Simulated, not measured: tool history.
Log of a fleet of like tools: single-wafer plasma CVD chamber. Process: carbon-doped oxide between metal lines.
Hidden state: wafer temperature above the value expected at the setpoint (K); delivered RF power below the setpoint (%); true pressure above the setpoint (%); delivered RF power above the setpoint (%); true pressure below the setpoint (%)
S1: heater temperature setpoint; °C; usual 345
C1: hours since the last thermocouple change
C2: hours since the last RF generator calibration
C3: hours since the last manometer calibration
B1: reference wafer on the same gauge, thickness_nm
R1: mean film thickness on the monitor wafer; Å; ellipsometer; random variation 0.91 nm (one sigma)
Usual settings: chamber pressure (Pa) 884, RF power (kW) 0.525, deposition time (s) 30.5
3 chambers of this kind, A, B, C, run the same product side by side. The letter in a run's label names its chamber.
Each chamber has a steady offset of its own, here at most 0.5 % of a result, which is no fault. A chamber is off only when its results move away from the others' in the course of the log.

Run 1B, hour 2.7: usual settings; C1 1197.6; C2 932.7; C3 1559.8; B1 147.75. Result: R1 1661.1 Å.
Run 2C, hour 6.4: usual settings; C1 2094.6; C2 344.1; C3 1254.5; B1 148.22. Result: R1 1686.2 Å.
Run 3A, hour 9.8: usual settings; C1 168.5; C2 664.5; C3 674.1; B1 147.95. Result: R1 1694.8 Å.
Run 4B, hour 12.9: usual settings; C1 1207.8; C2 942.9; C3 1570; B1 148.11. Result: R1 1687.1 Å.
Run 5C, hour 15.9: usual settings but S1 338 °C, chamber pressure (Pa) 967; C1 2104.1; C2 353.6; C3 1264; B1 148.04. Result: R1 1728.9 Å.
Run 6A, hour 19.8: usual settings but S1 338 °C, chamber pressure (Pa) 967; C1 178.5; C2 674.5; C3 684.1; B1 147.85. Result: R1 1718.3 Å.
Run 7A, hour 23.3: usual settings but S1 338 °C, chamber pressure (Pa) 967; C1 182; C2 678; C3 687.6; B1 148.34. Result: R1 1738.4 Å.
Run 8B, hour 26.2: usual settings; C1 1221.1; C2 956.2; C3 1583.3; B1 148.16. Result: R1 1656.8 Å.
Run 9C, hour 29.9: usual settings; C1 2118.1; C2 367.6; C3 1278; B1 147.94. Result: R1 1685 Å.
Run 10C, hour 32.8: usual settings; C1 2121; C2 370.5; C3 1280.9; B1 147.97. Result: R1 1676.2 Å.
Run 11B, hour 36.2: usual settings; C1 1231.1; C2 966.2; C3 1593.3; B1 147.93. Result: R1 1685.9 Å.
Run 12A, hour 39: usual settings but RF power (kW) 0.45; C1 197.7; C2 693.7; C3 703.3; B1 148.05. Result: R1 1508.2 Å.
Run 13B, hour 42.2: usual settings but RF power (kW) 0.45; C1 1237.1; C2 972.2; C3 1599.3; B1 148.17. Result: R1 1500.9 Å.
Run 14C, hour 46.1: usual settings but RF power (kW) 0.45; C1 2134.3; C2 383.8; C3 1294.2; B1 148.06. Result: R1 1513.9 Å.
Run 15A, hour 49.1: usual settings but chamber pressure (Pa) 964, RF power (kW) 0.575; C1 207.8; C2 703.8; C3 713.4; B1 147.95. Result: R1 1770.2 Å.
Run 16B, hour 52.2: usual settings but chamber pressure (Pa) 964, RF power (kW) 0.575; C1 1247.1; C2 982.2; C3 1609.3; B1 148. Result: R1 1792.9 Å.
Run 17A, hour 54.3: usual settings but chamber pressure (Pa) 964, RF power (kW) 0.575; C1 213; C2 709; C3 718.6; B1 147.9. Result: R1 1750.5 Å.
Run 18C, hour 57.8: usual settings; C1 2146; C2 395.5; C3 1305.9; B1 147.85. Result: R1 1677.4 Å.
At hour 60.3: chamber C: capacitance manometer re-zeroed and calibrated.
Run 19A, hour 61.7: usual settings; C1 220.4; C2 716.4; C3 726; B1 148.14. Result: R1 1653.6 Å.
Run 20B, hour 64.4: usual settings but S1 336 °C, chamber pressure (Pa) 735; C1 1259.3; C2 994.4; C3 1621.5; B1 148.04. Result: R1 1685.5 Å.
Run 21C, hour 66.4: usual settings but S1 336 °C, chamber pressure (Pa) 735; C1 2154.6; C2 404.1; C3 6.2; B1 148.14. Result: R1 1688.8 Å.
Run 22A, hour 68.6: usual settings but S1 336 °C, chamber pressure (Pa) 735; C1 227.3; C2 723.3; C3 732.9; B1 148.29. Result: R1 1664.8 Å.
Run 23C, hour 71.8: usual settings but S1 338 °C; C1 2160; C2 409.5; C3 11.6; B1 147.91. Result: R1 1731 Å.
Run 24B, hour 75.8: usual settings but S1 338 °C; C1 1270.7; C2 1005.8; C3 1632.9; B1 148.03. Result: R1 1708.3 Å.
Run 25B, hour 79: usual settings but S1 338 °C; C1 1273.9; C2 1009; C3 1636.1; B1 147.94. Result: R1 1702.6 Å.
Run 26C, hour 81.8: usual settings; C1 2170; C2 419.5; C3 21.6; B1 147.89. Result: R1 1695 Å.
Run 27A, hour 85.1: usual settings; C1 243.8; C2 739.8; C3 749.4; B1 147.83. Result: R1 1636.7 Å.
Run 28A, hour 88.5: usual settings; C1 247.2; C2 743.2; C3 752.8; B1 148.07. Result: R1 1645.2 Å.
Run 29B, hour 90.5: usual settings; C1 1285.4; C2 1020.5; C3 1647.6; B1 147.93. Result: R1 1668.8 Å.
Run 30C, hour 92.4: usual settings; C1 2180.6; C2 430.1; C3 32.2; B1 148.16. Result: R1 1693.9 Å.

Is one chamber off against the others, does the gauge drift, or is nothing wrong? If a chamber is off, say which, and what the likeliest cause is.

Chamber A drifts away from the others.
Cause: delivered RF power below the setpoint (%) = 5.37.

Here are 4 candidates for chamber A's next run, each the usual settings with a change, their results left as question marks. Which one brings its results back in line with what the others give on the usual settings?
In line means no further than this from the other chambers' mean on the usual settings: R1 32 Å
Run 31A-1, hour 95.4: usual settings but S1 346 °C, chamber pressure (Pa) 880, RF power (kW) 0.51, deposition time (s) 29.2. Result: R1 ?.
Run 31A-2, hour 95.4: usual settings but chamber pressure (Pa) 883, RF power (kW) 0.52, deposition time (s) 29.9. Result: R1 ?.
Run 31A-3, hour 95.4: usual settings but S1 344 °C, chamber pressure (Pa) 888, RF power (kW) 0.54, deposition time (s) 31.8. Result: R1 ?.
Run 31A-4, hour 95.4: usual settings but chamber pressure (Pa) 885, RF power (kW) 0.53, deposition time (s) 31.1. Result: R1 ?.

The other chambers' mean on the usual settings: R1 1680.8 Å
  run      R1
31A-1  1530.1
31A-2  1590.7
31A-3  1736.7
31A-4    1674
31A-4 brings the chamber back in line.
